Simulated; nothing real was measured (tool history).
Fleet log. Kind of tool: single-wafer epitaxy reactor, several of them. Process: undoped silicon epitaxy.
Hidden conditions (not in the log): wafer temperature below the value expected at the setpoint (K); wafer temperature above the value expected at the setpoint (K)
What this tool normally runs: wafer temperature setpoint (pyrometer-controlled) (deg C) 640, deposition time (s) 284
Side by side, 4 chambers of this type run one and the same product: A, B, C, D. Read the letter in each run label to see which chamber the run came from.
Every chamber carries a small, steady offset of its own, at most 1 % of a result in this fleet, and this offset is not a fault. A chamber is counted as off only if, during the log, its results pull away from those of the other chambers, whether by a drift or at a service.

| run | day | wafer temperature setpoint (pyrometer-controlled) (deg C) | deposition time (s) | hours since the last pyrometer calibration | read-back reference wafer on the same gauge, thickness_nm | mean film thickness on the monitor wafer (angstrom) |
|---|---|---|---|---|---|---|
| 1A | 0.429 | 640 | 284 | 952.8 | 38.484 | 383.12 |
| 2D | 0.662 | 640 | 284 | 1491.5 | 38.485 | 386.75 |
| 3B | 0.925 | 640 | 284 | 1909 | 38.49 | 377.07 |
| 4C | 1.288 | 640 | 284 | 594 | 38.503 | 385.66 |
| 5A | 1.704 | 640 | 284 | 983.4 | 38.492 | 380.89 |
| 6D | 1.958 | 640 | 284 | 1522.6 | 38.508 | 385.7 |
| 7C | 2.283 | 640 | 284 | 617.9 | 38.486 | 383.56 |
| 8B | 2.533 | 640 | 284 | 1947.6 | 38.519 | 377.36 |
| 9D | 2.862 | 640 | 284 | 1544.3 | 38.469 | 385.83 |
| 10C | 3.146 | 640 | 284 | 638.6 | 38.49 | 384.03 |
| 11B | 3.512 | 640 | 284 | 1971.1 | 38.498 | 379.43 |
| 12A | 3.833 | 640 | 284 | 1034.5 | 38.504 | 381.94 |
| 13D | 4.283 | 640 | 284 | 1578.4 | 38.49 | 385.23 |
|  | 4.421 | chamber D: pyrometer calibrated |
| 14B | 4.696 | 640 | 284 | 1999.5 | 38.527 | 381.61 |
| 15A | 4.904 | 640 | 284 | 1060.2 | 38.52 | 381.13 |
| 16C | 5.121 | 640 | 284 | 686 | 38.529 | 384.85 |
| 17D | 5.329 | 640 | 284 | 21.9 | 38.484 | 366.65 |
| 18A | 5.617 | 640 | 284 | 1077.3 | 38.501 | 382.16 |
| 19C | 5.929 | 630 | 263 | 705.4 | 38.504 | 283.53 |
| 20B | 6.208 | 630 | 263 | 2035.8 | 38.472 | 282.03 |
| 21C | 6.508 | 630 | 263 | 719.3 | 38.54 | 283.94 |
| 22A | 6.854 | 630 | 263 | 1107 | 38.504 | 282.37 |
| 23B | 7.096 | 640 | 284 | 2057.1 | 38.489 | 378.9 |
| 24D | 7.362 | 640 | 284 | 70.7 | 38.509 | 363.05 |
| 25B | 7.65 | 640 | 284 | 2070.4 | 38.505 | 379.29 |
| 26C | 7.992 | 640 | 284 | 754.9 | 38.498 | 386.73 |
| 27D | 8.283 | 640 | 284 | 92.8 | 38.53 | 364.97 |
| 28A | 8.725 | 640 | 284 | 1151.9 | 38.477 | 381.03 |
| 29C | 9.133 | 640 | 284 | 782.3 | 38.512 | 381.61 |
| 30D | 9.546 | 640 | 284 | 123.1 | 38.509 | 365.17 |
| 31A | 9.783 | 640 | 284 | 1177.3 | 38.46 | 383.62 |
| 32B | 10.154 | 631 | 284 | 2130.5 | 38.492 | 312.62 |

Is one chamber off against the others, does the gauge drift, or is nothing wrong? If a chamber is off, say which, and what the likeliest cause is.

Chamber D has stood off from the others ever since a service on it.
What lies behind it: wafer temperature below the value expected at the setpoint (K) = 2.44.

Here are 4 candidates for chamber D's next run, each the usual settings with a change, their results left as question marks. Which one brings its results back in line with what the others give on the usual settings?
Allowed miss from the other chambers' usual-settings mean, per result, to count as in line: mean film thickness on the monitor wafer (angstrom) 5.3
| 33D-1 | 10.488 | 640 | 305 |  |  | ? |
| 33D-2 | 10.488 | 640 | 297 |  |  | ? |
| 33D-3 | 10.488 | 638 | 284 |  |  | ? |
| 33D-4 | 10.488 | 640 | 263 |  |  | ? |

The mean the other chambers reach with the usual settings: mean film thickness on the monitor wafer (angstrom) 382.28
| run | mean film thickness on the monitor wafer (angstrom) |
|---|---|
| 33D-1 | 391.48 |
| 33D-2 | 381.21 |
| 33D-3 | 348.3 |
| 33D-4 | 337.57 |
33D-2 brings the chamber back in line.

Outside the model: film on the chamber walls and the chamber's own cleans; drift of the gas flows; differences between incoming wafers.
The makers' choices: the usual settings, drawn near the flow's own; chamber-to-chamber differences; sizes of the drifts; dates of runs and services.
